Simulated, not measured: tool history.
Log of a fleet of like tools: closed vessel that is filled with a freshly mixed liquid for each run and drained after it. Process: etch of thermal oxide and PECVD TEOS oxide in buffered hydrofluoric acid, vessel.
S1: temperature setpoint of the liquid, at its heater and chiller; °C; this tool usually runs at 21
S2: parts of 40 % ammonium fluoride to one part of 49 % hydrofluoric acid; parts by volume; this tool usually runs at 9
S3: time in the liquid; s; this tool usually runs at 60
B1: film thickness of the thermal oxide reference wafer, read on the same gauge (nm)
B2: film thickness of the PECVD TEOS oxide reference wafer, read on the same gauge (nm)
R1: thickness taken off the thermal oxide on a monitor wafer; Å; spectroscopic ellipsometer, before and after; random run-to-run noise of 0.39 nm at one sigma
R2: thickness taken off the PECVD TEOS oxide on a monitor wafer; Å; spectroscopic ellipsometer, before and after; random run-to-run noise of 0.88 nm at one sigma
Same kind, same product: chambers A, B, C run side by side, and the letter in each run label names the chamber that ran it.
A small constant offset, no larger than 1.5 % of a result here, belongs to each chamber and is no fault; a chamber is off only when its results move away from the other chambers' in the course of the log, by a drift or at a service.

run,hour,S1,S2,S3,B1,B2,R1,R2
1B,10.2,21,9,60,80.070,30.015,620.55,886.89
2A,24.8,21,9,60,80.005,30.018,619.90,892.53
3C,34.4,21,9,60,79.945,29.988,632.33,889.03
4C,42.0,21,9,60,79.994,29.984,624.43,903.81
5A,53.1,21,9,60,80.022,30.007,613.77,900.11
6B,60.5,21,9,60,79.969,30.009,621.84,888.42
7A,68.9,21,9,60,79.979,29.985,610.39,893.55
8B,75.7,21,9,60,80.024,30.017,616.96,903.63
9C,89.0,21,9,60,80.002,30.010,623.13,886.33
10A,101.4,21,9,60,79.986,29.992,613.08,901.46
11C,114.6,21,9,60,79.973,29.997,634.51,888.82
12B,126.1,21,9,95,80.034,30.001,986.33,1419.30
13B,141.1,21,9,95,80.021,30.012,977.19,1415.90
14A,151.0,21,9,95,80.000,29.995,967.93,1440.20
15C,165.4,21,9,60,79.944,30.005,627.03,897.64
16B,173.4,21,9,60,79.984,30.012,616.56,888.12
17A,182.4,21,9,60,79.965,30.011,616.96,910.77
18C,191.0,21,9,60,80.048,29.995,628.85,895.62
19A,204.4,21,9,60,80.010,29.996,614.43,887.34
20C,218.6,21,9,60,79.971,29.988,629.99,899.73

Next, all 3 chambers run the settings below, one line each with question marks for the results. What does each chamber give?
21A,229.7,21,9,60,,,?,?
21B,229.7,21,9,60,,,?,?
21C,229.7,21,9,60,,,?,?

run,R1,R2
21A,606.45,889.39
21B,622.71,909.84
21C,631.37,895.30
